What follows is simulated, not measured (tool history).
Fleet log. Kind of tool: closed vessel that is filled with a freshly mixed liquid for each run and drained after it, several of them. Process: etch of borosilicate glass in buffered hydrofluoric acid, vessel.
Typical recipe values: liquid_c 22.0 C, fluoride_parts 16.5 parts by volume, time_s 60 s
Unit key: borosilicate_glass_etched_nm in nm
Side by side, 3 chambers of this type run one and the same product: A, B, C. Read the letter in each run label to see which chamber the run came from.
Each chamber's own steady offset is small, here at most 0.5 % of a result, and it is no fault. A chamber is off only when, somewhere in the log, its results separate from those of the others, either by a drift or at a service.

run	hour	liquid_c	fluoride_parts	time_s	hours since the thermometer was replaced	hours since the hydrofluoric acid flow meter was replaced	read-back film thickness of the borosilicate glass reference wafer, read on the same gauge (nm)	borosilicate_glass_etched_nm
1B	9.9	22.0	16.5	60	2178.3	606.6	120.01	40.609
2C	20.9	22.0	16.5	60	1435.2	661.1	120.04	41.201
3A	28.0	22.0	16.5	60	311.1	750.1	119.98	40.693
4B	39.2	22.0	16.5	60	2207.6	635.9	120.01	40.571
5C	49.4	22.0	16.5	60	1463.7	689.6	119.99	41.465
# hour 61.8: chamber A: hydrofluoric acid flow meter replaced
6A	62.5	22.0	11.5	40	345.6	0.7	120.00	39.563
7B	70.0	22.0	11.5	40	2238.4	666.7	120.01	38.717
8C	76.9	22.0	11.5	40	1491.2	717.1	119.98	38.668
9A	87.3	22.0	16.5	60	370.4	25.5	120.03	40.400
10B	99.5	22.0	16.5	60	2267.9	696.2	120.00	41.980
11A	110.7	22.0	16.5	60	393.8	48.9	120.01	41.331
12C	122.7	22.0	16.5	60	1537.0	762.9	120.00	41.004
13C	128.9	22.0	16.5	60	1543.2	769.1	120.02	41.510
14B	142.0	22.0	16.5	60	2310.4	738.7	120.03	42.409
15A	149.8	22.0	16.5	60	432.9	88.0	119.99	41.467
16A	161.4	22.0	16.5	60	444.5	99.6	120.00	41.361
17C	167.6	22.0	16.5	60	1581.9	807.8	120.01	41.414
18B	174.9	24.5	16.5	30	2343.3	771.6	120.03	24.291
# hour 178.6: chamber C: hydrofluoric acid flow meter replaced
19C	186.0	24.5	16.5	30	1600.3	7.5	119.99	23.376
20A	193.7	24.5	16.5	30	476.8	131.9	120.00	23.648
21B	205.1	24.0	21.5	60	2373.5	801.8	120.02	37.117
22B	216.3	24.0	21.5	60	2384.7	813.0	119.99	36.903
23C	229.1	24.0	21.5	60	1643.4	50.6	120.01	35.409
24A	236.4	22.0	16.5	60	519.5	174.6	120.00	41.030
# hour 238.0: chamber C: thermometer replaced
25A	246.9	24.0	11.0	60	530.0	185.1	120.00	68.068
26C	259.1	24.0	11.0	60	21.1	80.6	120.00	68.990
27B	270.5	24.0	11.0	60	2438.9	867.2	119.99	73.414
28C	279.8	22.0	16.5	60	41.8	101.3	119.99	41.003
29B	290.9	22.0	16.5	60	2459.3	887.6	119.97	45.062
30A	296.9	20.5	16.5	30	580.0	235.1	120.00	19.120
31A	309.5	20.5	16.5	30	592.6	247.7	120.03	19.083
32B	321.6	20.5	16.5	30	2490.0	918.3	119.99	20.901
33C	328.3	26.5	22.0	60	90.3	149.8	120.01	39.772

Next, every chamber runs the same settings. What will each give?
34A	337.8	22.0	16.5	60				?
34B	337.8	22.0	16.5	60				?
34C	337.8	22.0	16.5	60				?

run	borosilicate_glass_etched_nm
34A	41.775
34B	45.503
34C	40.994
